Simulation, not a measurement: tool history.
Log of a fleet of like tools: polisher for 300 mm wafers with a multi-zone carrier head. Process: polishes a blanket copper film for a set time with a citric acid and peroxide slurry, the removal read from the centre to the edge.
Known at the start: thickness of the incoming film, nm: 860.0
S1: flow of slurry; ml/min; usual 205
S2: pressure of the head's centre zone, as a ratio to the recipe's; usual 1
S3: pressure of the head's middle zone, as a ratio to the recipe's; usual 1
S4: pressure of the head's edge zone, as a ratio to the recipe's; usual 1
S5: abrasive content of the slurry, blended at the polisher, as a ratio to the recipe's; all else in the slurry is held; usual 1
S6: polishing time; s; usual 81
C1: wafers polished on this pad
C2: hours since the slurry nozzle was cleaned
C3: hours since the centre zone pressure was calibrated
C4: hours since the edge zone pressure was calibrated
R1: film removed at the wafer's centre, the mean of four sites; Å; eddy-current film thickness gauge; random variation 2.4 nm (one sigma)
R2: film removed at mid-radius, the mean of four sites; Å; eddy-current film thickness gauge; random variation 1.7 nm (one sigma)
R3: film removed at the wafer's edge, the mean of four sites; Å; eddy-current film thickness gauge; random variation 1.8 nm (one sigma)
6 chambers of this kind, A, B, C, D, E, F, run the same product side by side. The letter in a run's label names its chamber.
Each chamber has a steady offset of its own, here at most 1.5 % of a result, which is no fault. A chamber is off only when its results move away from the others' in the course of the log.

run   hour   S1    S2  S3  S4  S5  S6    C1     C2     C3      C4      R1      R2      R3
 1D    3.3  205     1   1   1   1  81   845  100.2    9.5  1100.7  1836.1  1764.6    1782
       3.7  -- chamber A: worn pad replaced by a new one
 2C    6.2  205     1   1   1   1  81   767  375.8  186.3   412.6  1743.9  1765.1  1803.1
       8.2  -- chamber B: slurry nozzle cleaned
 3F    9.6  205     1   1   1   1  81   261  204.3    374   963.9    1790  1769.3  1812.1
 4E   12.8  205     1   1   1   1  81   469  333.9  430.5    70.8  1818.8  1747.6  1810.8
 5B   18.2  205     1   1   1   1  81   401   10.1  279.7   258.6  1799.8  1796.4  1805.5
      22.9  -- chamber C: worn pad replaced by a new one
 6A   24.2  205     1   1   1   1  81   218  696.4  105.7   209.7  1790.4  1811.7    1814
      24.6  -- chamber F: centre zone pressure recalibrated
      26.9  -- chamber D: worn pad replaced by a new one
 7D     30  205     1   1   1   1  81    33  126.9   36.2  1127.4  1800.9    1785  1775.8
 8B   34.1  205     1   1   1   1  81   570     26  295.6   274.5  1786.3  1813.1  1813.9
 9F   38.2  205     1   1   1   1  81   564  232.9   13.6   992.5  1791.9  1785.6  1812.7
10C   42.8  205     1   1   1   1  81   211  412.4  222.9   449.2  1814.5  1808.2  1840.8
      44.8  -- chamber F: worn pad replaced by a new one
11E   47.4  205     1   1   1   1  81   836  368.5  465.1   105.4  1761.6  1765.3  1796.3
12A   52.9  205     1   1   1   1  81   523  725.1  134.4   238.4  1806.4    1801  1786.1
13A   57.2  205     1   1   1   1  81   568  729.4  138.7   242.7  1788.9  1780.5    1794
        62  -- chamber D: edge zone pressure recalibrated
14F   63.1  205     1   1   1   1  81   194  257.8   38.5  1017.4  1801.4    1784  1788.3
      65.7  -- chamber E: worn pad replaced by a new one
15B   68.2  205     1   1   1   1  81   932   60.1  329.7   308.6  1806.2    1748  1737.8
16E   73.1  205     1   1   1   1  81    79  394.2  490.8   131.1  1805.8  1768.9  1802.9
17C   78.7  205     1   1   1   1  81   592  448.3  258.8   485.1    1762  1750.3  1801.4
18D   84.6  205     1   1   1   1  81   613  181.5   90.8    22.6  1781.4  1782.6  1797.4
19E   87.7  205     1   1   1   1  81   234  408.8  505.4   145.7  1792.1  1751.4  1794.4
20B   91.6  205     1   1   1   1  81  1180   83.5  353.1     332  1716.2  1700.7    1721
      91.7  -- chamber A: worn pad replaced by a new one
21F     95  205     1   1   1   1  81   533  289.7   70.4  1049.3  1792.8  1800.6  1809.7
      97.1  -- chamber C: worn pad replaced by a new one
        99  -- chamber A: slurry nozzle cleaned
22A  100.2  205     1   1   1   1  81    90    1.2  181.7   285.7  1829.9  1817.2  1815.1
23C    103  205     1   1   1   1  81    63  472.6  283.1   509.4  1796.3  1791.5  1804.5
24D  107.3  205     1   1   1   1  81   853  204.2  113.5    45.3  1847.2  1782.9  1790.7
25B  110.6  235     1   1   1   1  81  1382  102.5  372.1     351  1751.9  1700.6    1721
     112.3  -- chamber F: worn pad replaced by a new one
26D  113.6  235     1   1   1   1  81   920  210.5  119.8    51.6  1830.7  1857.6  1816.4
27C  117.3  235     1   1   1   1  81   215  486.9  297.4   523.7  1815.4    1836  1795.9
     118.9  -- chamber D: worn pad replaced by a new one
28A  120.6  235     1   1   1   1  81   307   21.6  202.1   306.1  1843.4  1811.7  1809.7
29E  125.8  235     1   1   1   1  81   638  446.9  543.5   183.8  1802.6  1807.7  1844.1
30F  130.6  235     1   1   1   1  81   194  325.3    106  1084.9  1855.2  1812.5  1872.8
31A    134  205     1   1   1   1  81   449     35  215.5   319.5  1763.9  1780.1  1794.6
32C  138.2  205     1   1   1   1  81   437  507.8  318.3   544.6  1798.4  1821.7    1759
33F  143.3  205     1   1   1   1  81   329    338  118.7  1097.6  1750.9  1841.9  1817.1
34D  148.8  205  0.89   1   1   1  81   318  245.7    155    86.8  1598.7  1786.7  1837.5
     151.4  -- chamber E: worn pad replaced by a new one
35E  154.6  205  0.89   1   1   1  81    34  475.7  572.3   212.6  1558.9  1771.5  1809.1
36B  159.5  205  0.89   1   1   1  81  1901  151.4    421   399.9  1467.5  1610.5  1653.1

Is one chamber off against the others, does the gauge drift, or is nothing wrong? If a chamber is off, say which, and what the likeliest cause is.

Chamber B drifts away from the others.
Cause: removal rate lost through wear of the pad, % = 9.78.
The log may not tell that from: slurry flow missing at the pad, %.

Here are 4 candidates for chamber B's next run, each the usual settings with a change, their results left as question marks. Which one brings its results back in line with what the others give on the usual settings?
In line means no further than this from the other chambers' mean on the usual settings: R1 82 Å; R2 60 Å; R3 64 Å
37B-1  163.8  210  0.98  1.01  1.01  1.05  95                   ?   ?   ?
37B-2  163.8  205  0.99  1.01  1.01     1  89                   ?   ?   ?
37B-3  163.8  205  1.01     1  0.99     1  74                   ?   ?   ?
37B-4  163.8  200  1.02  0.99  0.99  0.95  68                   ?   ?   ?

The other chambers' mean on the usual settings: R1 1792.3 Å; R2 1786.1 Å; R3 1795.8 Å
  run      R1      R2      R3
37B-1  1914.1  1939.3  1944.6
37B-2  1788.3  1792.3  1798.7
37B-3    1520  1476.4    1480
37B-4  1391.5  1325.2  1342.2
37B-2 brings the chamber back in line.

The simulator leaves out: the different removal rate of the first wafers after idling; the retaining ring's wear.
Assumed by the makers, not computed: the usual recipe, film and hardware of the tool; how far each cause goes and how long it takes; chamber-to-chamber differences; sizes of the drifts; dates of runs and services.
